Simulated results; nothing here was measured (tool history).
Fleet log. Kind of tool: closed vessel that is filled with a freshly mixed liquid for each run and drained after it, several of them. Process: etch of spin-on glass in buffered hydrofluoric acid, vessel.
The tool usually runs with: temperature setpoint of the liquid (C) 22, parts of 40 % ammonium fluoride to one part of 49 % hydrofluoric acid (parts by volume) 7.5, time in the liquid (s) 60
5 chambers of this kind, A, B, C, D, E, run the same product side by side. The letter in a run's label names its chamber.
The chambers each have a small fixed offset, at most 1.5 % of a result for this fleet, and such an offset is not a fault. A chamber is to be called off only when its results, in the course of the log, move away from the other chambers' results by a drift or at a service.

| run | hour | temperature setpoint of the liquid (C) | parts of 40 % ammonium fluoride to one part of 49 % hydrofluoric acid (parts by volume) | time in the liquid (s) | hours since the thermometer was replaced | hours since the hydrofluoric acid flow meter was replaced | read-back film thickness of the spin-on glass reference wafer, read on the same gauge (nm) | thickness taken off the spin-on glass on a monitor wafer (angstrom) |
|---|---|---|---|---|---|---|---|---|
| 1A | 10.8 | 22 | 7.5 | 60 | 634.8 | 673 | 79.993 | 2224.6 |
| 2D | 23.4 | 22 | 7.5 | 60 | 1472.4 | 996.3 | 79.987 | 2246.2 |
| 3C | 34.3 | 22 | 7.5 | 60 | 654.2 | 431.1 | 79.961 | 2203.4 |
|  | 36.2 | chamber D: hydrofluoric acid flow meter replaced |
| 4B | 45.9 | 22 | 7.5 | 60 | 107.6 | 1389.4 | 79.993 | 2203.9 |
| 5E | 56.1 | 22 | 7.5 | 60 | 959.9 | 572.4 | 79.986 | 2242.3 |
| 6B | 63.2 | 22 | 7.5 | 60 | 124.9 | 1406.7 | 80.001 | 2210 |
| 7D | 75.8 | 22 | 7.5 | 60 | 1524.8 | 39.7 | 80.029 | 2237.3 |
|  | 78.1 | chamber E: hydrofluoric acid flow meter replaced |
| 8E | 87.4 | 22 | 7.5 | 60 | 991.2 | 9.3 | 80.037 | 2222.2 |
| 9A | 97.1 | 22 | 7.5 | 60 | 721.1 | 759.3 | 79.974 | 2242.9 |
| 10C | 107.3 | 22 | 7.5 | 60 | 727.2 | 504.1 | 79.984 | 2245.2 |
| 11C | 119.5 | 22 | 7.5 | 60 | 739.4 | 516.3 | 80.016 | 2259.6 |
| 12A | 131.9 | 22 | 7.5 | 60 | 755.9 | 794.1 | 79.983 | 2229 |
| 13D | 140.2 | 22 | 7.5 | 60 | 1589.2 | 104.1 | 80.018 | 2245.3 |
| 14B | 150 | 22 | 7.5 | 60 | 211.7 | 1493.5 | 79.995 | 2207 |
| 15E | 158 | 22 | 7.5 | 60 | 1061.8 | 79.9 | 79.999 | 2261 |
| 16A | 167.9 | 22 | 7.5 | 60 | 791.9 | 830.1 | 79.976 | 2225.2 |
| 17C | 174.2 | 22 | 7.5 | 60 | 794.1 | 571 | 79.978 | 2249.7 |
| 18E | 184.6 | 22 | 7.5 | 60 | 1088.4 | 106.5 | 80.019 | 2237.1 |
| 19B | 194.5 | 22 | 7.5 | 60 | 256.2 | 1538 | 79.994 | 2209.9 |
| 20D | 205.7 | 22 | 7.5 | 60 | 1654.7 | 169.6 | 80.013 | 2251.4 |
| 21B | 213.1 | 22 | 7.5 | 60 | 274.8 | 1556.6 | 80.005 | 2206.7 |
| 22E | 219.9 | 22 | 7.5 | 60 | 1123.7 | 141.8 | 80.029 | 2256.7 |
| 23D | 226.9 | 22 | 7.5 | 60 | 1675.9 | 190.8 | 80.01 | 2221.7 |
| 24A | 236.6 | 22 | 7.5 | 60 | 860.6 | 898.8 | 79.996 | 2223.7 |
| 25C | 246.7 | 22 | 7.5 | 60 | 866.6 | 643.5 | 79.998 | 2329.4 |
| 26D | 258.9 | 22 | 5.5 | 60 | 1707.9 | 222.8 | 80.011 | 2952.9 |
| 27C | 272.2 | 22 | 5.5 | 60 | 892.1 | 669 | 80.026 | 3064.1 |
| 28B | 282.4 | 22 | 5.5 | 60 | 344.1 | 1625.9 | 79.997 | 2919.3 |
| 29A | 288.9 | 22 | 5.5 | 60 | 912.9 | 951.1 | 80.017 | 2931.9 |
| 30E | 296.8 | 22 | 5.5 | 60 | 1200.6 | 218.7 | 80.001 | 2958.4 |
| 31E | 306.5 | 22 | 7.5 | 60 | 1210.3 | 228.4 | 79.985 | 2232.8 |
|  | 315.6 | chamber A: hydrofluoric acid flow meter replaced |
| 32B | 315.8 | 22 | 7.5 | 60 | 377.5 | 1659.3 | 80.006 | 2227.2 |
| 33C | 328.6 | 25.5 | 5 | 60 | 948.5 | 725.4 | 79.999 | 4087.4 |
| 34A | 338.4 | 25.5 | 5 | 60 | 962.4 | 22.8 | 79.994 | 3837.3 |
| 35D | 350.9 | 25.5 | 5 | 60 | 1799.9 | 314.8 | 80.017 | 3918.2 |
| 36D | 360.1 | 25.5 | 5 | 60 | 1809.1 | 324 | 80.017 | 3897.2 |
|  | 367.1 | chamber B: hydrofluoric acid flow meter replaced |
| 37C | 371 | 25.5 | 5 | 60 | 990.9 | 767.8 | 79.973 | 4193.9 |
| 38A | 378.9 | 22 | 7.5 | 60 | 1002.9 | 63.3 | 80.012 | 2232.2 |
| 39E | 386.4 | 22 | 7.5 | 60 | 1290.2 | 308.3 | 80.002 | 2235.9 |
| 40B | 398.2 | 22 | 7.5 | 60 | 459.9 | 31.1 | 80.016 | 2179.2 |
|  | 402.1 | chamber E: thermometer replaced |
| 41E | 405.1 | 24 | 6 | 60 | 3 | 327 | 80.007 | 3097.8 |
| 42B | 416.3 | 24 | 6 | 60 | 478 | 49.2 | 79.995 | 3058.3 |
| 43D | 425.2 | 24 | 6 | 60 | 1874.2 | 389.1 | 80.02 | 3068.9 |
| 44A | 431.3 | 24 | 6 | 60 | 1055.3 | 115.7 | 80.022 | 3042.4 |

All chambers now run identical settings, listed one chamber a line with results as question marks. What results will each chamber show?
| 45A | 441.1 | 19.5 | 7.5 | 60 |  |  |  | ? |
| 45B | 441.1 | 19.5 | 7.5 | 60 |  |  |  | ? |
| 45C | 441.1 | 19.5 | 7.5 | 60 |  |  |  | ? |
| 45D | 441.1 | 19.5 | 7.5 | 60 |  |  |  | ? |
| 45E | 441.1 | 19.5 | 7.5 | 60 |  |  |  | ? |

| run | thickness taken off the spin-on glass on a monitor wafer (angstrom) |
|---|---|
| 45A | 1958.5 |
| 45B | 1893.4 |
| 45C | 2112.6 |
| 45D | 1959.6 |
| 45E | 1936.7 |

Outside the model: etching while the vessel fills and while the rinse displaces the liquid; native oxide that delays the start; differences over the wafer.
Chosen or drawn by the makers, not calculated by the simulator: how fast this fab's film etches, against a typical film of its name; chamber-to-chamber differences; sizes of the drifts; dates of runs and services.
